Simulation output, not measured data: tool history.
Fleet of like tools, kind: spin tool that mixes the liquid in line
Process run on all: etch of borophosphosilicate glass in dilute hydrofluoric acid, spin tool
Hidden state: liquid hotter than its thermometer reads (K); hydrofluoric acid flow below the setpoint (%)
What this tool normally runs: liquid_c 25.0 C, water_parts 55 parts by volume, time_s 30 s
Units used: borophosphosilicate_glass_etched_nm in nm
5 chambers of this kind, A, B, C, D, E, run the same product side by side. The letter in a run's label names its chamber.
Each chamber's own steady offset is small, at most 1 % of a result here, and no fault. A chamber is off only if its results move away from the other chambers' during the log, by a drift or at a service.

run	hour	liquid_c	water_parts	time_s	hours since the thermometer was replaced	hours since the hydrofluoric acid flow meter was replaced	read-back film thickness of the borophosphosilicate glass reference wafer, read on the same gauge (nm)	borophosphosilicate_glass_etched_nm
1A	5.5	25.0	55	30	696.6	258.1	140.00	38.792
2E	11.1	25.0	55	30	813.2	540.3	139.98	39.868
3D	15.9	25.0	55	30	805.7	299.1	139.97	40.196
4C	23.4	25.0	55	30	1289.6	386.5	140.00	39.515
5B	28.2	25.0	55	30	1568.7	1109.5	139.97	39.666
6C	35.6	25.0	55	30	1301.8	398.7	140.00	38.275
7E	39.7	25.0	55	30	841.8	568.9	140.02	39.203
8A	44.0	25.0	55	30	735.1	296.6	140.01	39.259
9B	50.7	25.0	55	30	1591.2	1132.0	139.99	39.726
10D	56.7	25.0	55	30	846.5	339.9	139.97	39.468
11E	63.7	25.0	45	30	865.8	592.9	140.00	49.159
12A	70.6	25.0	45	30	761.7	323.2	140.00	47.498
13C	76.8	25.0	45	30	1343.0	439.9	139.99	47.853
14B	84.1	25.0	45	30	1624.6	1165.4	140.05	49.726
15D	88.9	25.0	45	30	878.7	372.1	140.00	49.074
16A	97.3	25.0	55	30	788.4	349.9	139.99	39.435
17C	104.4	25.0	55	30	1370.6	467.5	139.99	38.048
18B	111.6	25.0	55	30	1652.1	1192.9	140.00	38.960
19E	119.3	25.0	55	30	921.4	648.5	140.00	39.208
20D	128.5	25.0	55	30	918.3	411.7	140.00	39.773
21C	135.2	25.0	55	30	1401.4	498.3	139.98	37.280
22D	143.1	28.5	70	30	932.9	426.3	139.98	34.716
23A	150.0	28.5	70	30	841.1	402.6	140.02	34.717
24E	154.5	28.5	70	30	956.6	683.7	139.97	35.362
25B	159.2	28.5	70	30	1699.7	1240.5	140.03	34.481
26E	163.8	28.5	70	30	965.9	693.0	140.02	35.009
27C	171.8	25.0	55	30	1438.0	534.9	140.00	36.708
28B	178.8	25.0	55	30	1719.3	1260.1	139.98	38.862
29A	183.6	25.0	55	30	874.7	436.2	140.02	38.992
30D	190.0	25.0	55	30	979.8	473.2	139.99	39.864
31B	194.2	25.0	55	30	1734.7	1275.5	140.02	39.888
# hour 195.9: chamber A: thermometer replaced
32E	201.0	28.5	55	30	1003.1	730.2	140.01	45.467
33A	206.2	28.5	55	30	10.4	458.8	140.00	44.108
34D	213.1	28.5	55	30	1002.9	496.3	139.99	44.973
35C	220.0	28.5	55	30	1486.2	583.1	139.99	40.846
36D	228.4	28.5	55	30	1018.2	511.6	140.02	45.205
37B	237.4	25.0	55	30	1777.9	1318.7	139.99	39.480
38A	241.6	25.0	55	30	45.8	494.2	140.00	39.160
39C	247.7	25.0	55	30	1513.9	610.8	140.01	35.407

Decide between three cases: one chamber stands off from its peers, the gauge reading all wafers drifts, or nothing is wrong past each chamber's small offset. Where a chamber is off, say which and what most likely put it there.

Chamber C drifts away from the others.
Cause: hydrofluoric acid flow below the setpoint (%) = 10.2.
From this log alone, it may not be told apart from: liquid colder than its thermometer reads (K).

Below are 4 candidate recipes for chamber C's next run, each the usual settings with a change, their results shown as question marks. Which of them brings C's results back in line with what the other chambers give on the usual settings?
In-line tolerance around the mean of the other chambers on the usual settings: borophosphosilicate_glass_etched_nm 1.200 nm
40C-1	254.5	20.5	55	30				?
40C-2	254.5	25.5	50	30				?
40C-3	254.5	24.5	60	30				?
40C-4	254.5	30.0	55	30				?

The mean the other chambers reach with the usual settings: borophosphosilicate_glass_etched_nm 39.394 nm
run	borophosphosilicate_glass_etched_nm
40C-1	29.234
40C-2	39.697
40C-3	31.285
40C-4	42.661
40C-2 puts the chamber back in line with the other chambers.
